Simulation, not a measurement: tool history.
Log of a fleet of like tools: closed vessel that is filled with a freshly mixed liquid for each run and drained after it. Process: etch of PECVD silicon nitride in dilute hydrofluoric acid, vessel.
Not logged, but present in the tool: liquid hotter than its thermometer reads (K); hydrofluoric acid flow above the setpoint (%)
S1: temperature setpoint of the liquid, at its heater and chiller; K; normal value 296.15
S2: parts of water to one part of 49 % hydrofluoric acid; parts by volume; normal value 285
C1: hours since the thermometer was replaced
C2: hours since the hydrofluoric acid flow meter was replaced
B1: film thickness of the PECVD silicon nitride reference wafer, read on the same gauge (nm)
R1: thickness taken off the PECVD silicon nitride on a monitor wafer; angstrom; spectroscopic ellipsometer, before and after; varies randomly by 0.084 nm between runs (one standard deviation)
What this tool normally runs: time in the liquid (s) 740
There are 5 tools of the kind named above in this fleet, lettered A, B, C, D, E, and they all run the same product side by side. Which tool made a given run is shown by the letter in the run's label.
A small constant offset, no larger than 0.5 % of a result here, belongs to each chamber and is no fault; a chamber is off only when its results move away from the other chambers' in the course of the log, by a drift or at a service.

{"run": "1C", "hour": 10.3, "S1": 296.15, "S2": 285, "time in the liquid (s)": 740, "C1": 2058.3, "C2": 2002.2, "B1": 119.98, "R1": 112.95}
{"run": "2A", "hour": 16.6, "S1": 296.15, "S2": 285, "time in the liquid (s)": 740, "C1": 756.1, "C2": 264.2, "B1": 120.01, "R1": 111.23}
{"run": "3B", "hour": 28.9, "S1": 296.15, "S2": 285, "time in the liquid (s)": 740, "C1": 2413.9, "C2": 1728.3, "B1": 120.01, "R1": 112.36}
{"run": "4E", "hour": 37.1, "S1": 296.15, "S2": 285, "time in the liquid (s)": 740, "C1": 130.2, "C2": 687.9, "B1": 119.99, "R1": 112.52}
{"run": "5D", "hour": 47.9, "S1": 296.15, "S2": 285, "time in the liquid (s)": 985, "C1": 1177.8, "C2": 1032.1, "B1": 119.99, "R1": 149.86}
{"hour": 58.2, "done": "chamber C: thermometer replaced"}
{"run": "6C", "hour": 60.0, "S1": 296.15, "S2": 285, "time in the liquid (s)": 985, "C1": 1.8, "C2": 2051.9, "B1": 120.02, "R1": 148.43}
{"run": "7B", "hour": 69.6, "S1": 296.15, "S2": 285, "time in the liquid (s)": 985, "C1": 2454.6, "C2": 1769, "B1": 119.99, "R1": 146.91}
{"run": "8D", "hour": 75.8, "S1": 296.15, "S2": 285, "time in the liquid (s)": 985, "C1": 1205.7, "C2": 1060, "B1": 120, "R1": 149.35}
{"run": "9A", "hour": 86.5, "S1": 296.15, "S2": 285, "time in the liquid (s)": 985, "C1": 826, "C2": 334.1, "B1": 119.98, "R1": 151.7}
{"run": "10E", "hour": 97.8, "S1": 296.15, "S2": 285, "time in the liquid (s)": 740, "C1": 190.9, "C2": 748.6, "B1": 119.98, "R1": 111.16}
{"run": "11B", "hour": 106.5, "S1": 296.15, "S2": 285, "time in the liquid (s)": 740, "C1": 2491.5, "C2": 1805.9, "B1": 119.97, "R1": 110.63}
{"run": "12C", "hour": 117.0, "S1": 296.15, "S2": 285, "time in the liquid (s)": 740, "C1": 58.8, "C2": 2108.9, "B1": 119.96, "R1": 112.11}
{"run": "13E", "hour": 122.6, "S1": 296.15, "S2": 285, "time in the liquid (s)": 740, "C1": 215.7, "C2": 773.4, "B1": 119.99, "R1": 113.01}
{"run": "14D", "hour": 128.5, "S1": 296.15, "S2": 285, "time in the liquid (s)": 740, "C1": 1258.4, "C2": 1112.7, "B1": 120.03, "R1": 113.92}
{"run": "15A", "hour": 137.9, "S1": 296.15, "S2": 285, "time in the liquid (s)": 740, "C1": 877.4, "C2": 385.5, "B1": 120, "R1": 113.54}
{"run": "16B", "hour": 147.6, "S1": 296.15, "S2": 285, "time in the liquid (s)": 740, "C1": 2532.6, "C2": 1847, "B1": 119.98, "R1": 113.18}
{"run": "17D", "hour": 158.2, "S1": 296.15, "S2": 285, "time in the liquid (s)": 740, "C1": 1288.1, "C2": 1142.4, "B1": 120.01, "R1": 111.85}
{"hour": 168.8, "done": "chamber B: thermometer replaced"}
{"run": "18A", "hour": 169.5, "S1": 296.15, "S2": 285, "time in the liquid (s)": 740, "C1": 909, "C2": 417.1, "B1": 119.97, "R1": 113.83}
{"run": "19E", "hour": 176.3, "S1": 296.15, "S2": 285, "time in the liquid (s)": 740, "C1": 269.4, "C2": 827.1, "B1": 120.02, "R1": 112.15}
{"run": "20C", "hour": 186.7, "S1": 296.15, "S2": 285, "time in the liquid (s)": 740, "C1": 128.5, "C2": 2178.6, "B1": 120, "R1": 112.89}
{"run": "21A", "hour": 196.5, "S1": 296.15, "S2": 285, "time in the liquid (s)": 740, "C1": 936, "C2": 444.1, "B1": 120, "R1": 117.22}
{"run": "22D", "hour": 208.8, "S1": 296.15, "S2": 285, "time in the liquid (s)": 740, "C1": 1338.7, "C2": 1193, "B1": 120.02, "R1": 112.29}
{"run": "23C", "hour": 214.4, "S1": 296.15, "S2": 285, "time in the liquid (s)": 740, "C1": 156.2, "C2": 2206.3, "B1": 119.97, "R1": 114.34}
{"run": "24B", "hour": 225.6, "S1": 296.15, "S2": 285, "time in the liquid (s)": 740, "C1": 56.8, "C2": 1925, "B1": 119.98, "R1": 112}
{"run": "25E", "hour": 238.3, "S1": 296.15, "S2": 285, "time in the liquid (s)": 740, "C1": 331.4, "C2": 889.1, "B1": 120, "R1": 111.71}
{"run": "26B", "hour": 248.2, "S1": 296.15, "S2": 285, "time in the liquid (s)": 740, "C1": 79.4, "C2": 1947.6, "B1": 120.02, "R1": 111.17}
{"run": "27D", "hour": 254.3, "S1": 296.15, "S2": 285, "time in the liquid (s)": 740, "C1": 1384.2, "C2": 1238.5, "B1": 120, "R1": 112.75}
{"run": "28C", "hour": 260.1, "S1": 296.15, "S2": 285, "time in the liquid (s)": 740, "C1": 201.9, "C2": 2252, "B1": 120.01, "R1": 112.02}
{"hour": 268.3, "done": "chamber D: hydrofluoric acid flow meter replaced"}
{"run": "29E", "hour": 270.2, "S1": 296.15, "S2": 285, "time in the liquid (s)": 740, "C1": 363.3, "C2": 921, "B1": 120.01, "R1": 111.93}
{"run": "30A", "hour": 276.1, "S1": 296.15, "S2": 285, "time in the liquid (s)": 740, "C1": 1015.6, "C2": 523.7, "B1": 119.97, "R1": 118.4}
{"run": "31B", "hour": 286.0, "S1": 296.15, "S2": 285, "time in the liquid (s)": 740, "C1": 117.2, "C2": 1985.4, "B1": 120.02, "R1": 111.68}
{"run": "32E", "hour": 297.8, "S1": 296.15, "S2": 285, "time in the liquid (s)": 740, "C1": 390.9, "C2": 948.6, "B1": 119.97, "R1": 114.92}
{"hour": 300.3, "done": "chamber B: hydrofluoric acid flow meter replaced"}
{"run": "33D", "hour": 309.0, "S1": 296.15, "S2": 285, "time in the liquid (s)": 740, "C1": 1438.9, "C2": 40.8, "B1": 120.01, "R1": 113.63}
{"run": "34A", "hour": 315.4, "S1": 296.15, "S2": 285, "time in the liquid (s)": 740, "C1": 1054.9, "C2": 563, "B1": 119.97, "R1": 119.34}
{"run": "35C", "hour": 322.8, "S1": 296.15, "S2": 285, "time in the liquid (s)": 740, "C1": 264.6, "C2": 2314.7, "B1": 119.96, "R1": 112.23}
{"run": "36D", "hour": 329.0, "S1": 296.15, "S2": 285, "time in the liquid (s)": 740, "C1": 1458.9, "C2": 60.8, "B1": 120.02, "R1": 112.3}
{"run": "37A", "hour": 338.7, "S1": 296.15, "S2": 285, "time in the liquid (s)": 740, "C1": 1078.2, "C2": 586.3, "B1": 120.01, "R1": 118.62}
{"run": "38C", "hour": 350.9, "S1": 296.15, "S2": 285, "time in the liquid (s)": 740, "C1": 292.7, "C2": 2342.8, "B1": 120.02, "R1": 112.73}
{"run": "39B", "hour": 357.8, "S1": 296.15, "S2": 285, "time in the liquid (s)": 740, "C1": 189, "C2": 57.6, "B1": 120, "R1": 111.68}

All 5 chambers run these settings next. Forecast each chamber's results:
{"run": "40A", "hour": 367.0, "S1": 296.15, "S2": 285, "time in the liquid (s)": 740, "R1": "?"}
{"run": "40B", "hour": 367.0, "S1": 296.15, "S2": 285, "time in the liquid (s)": 740, "R1": "?"}
{"run": "40C", "hour": 367.0, "S1": 296.15, "S2": 285, "time in the liquid (s)": 740, "R1": "?"}
{"run": "40D", "hour": 367.0, "S1": 296.15, "S2": 285, "time in the liquid (s)": 740, "R1": "?"}
{"run": "40E", "hour": 367.0, "S1": 296.15, "S2": 285, "time in the liquid (s)": 740, "R1": "?"}

run=40A R1=118.32
run=40B R1=112.74
run=40C R1=112.7
run=40D R1=111.26
run=40E R1=111.86
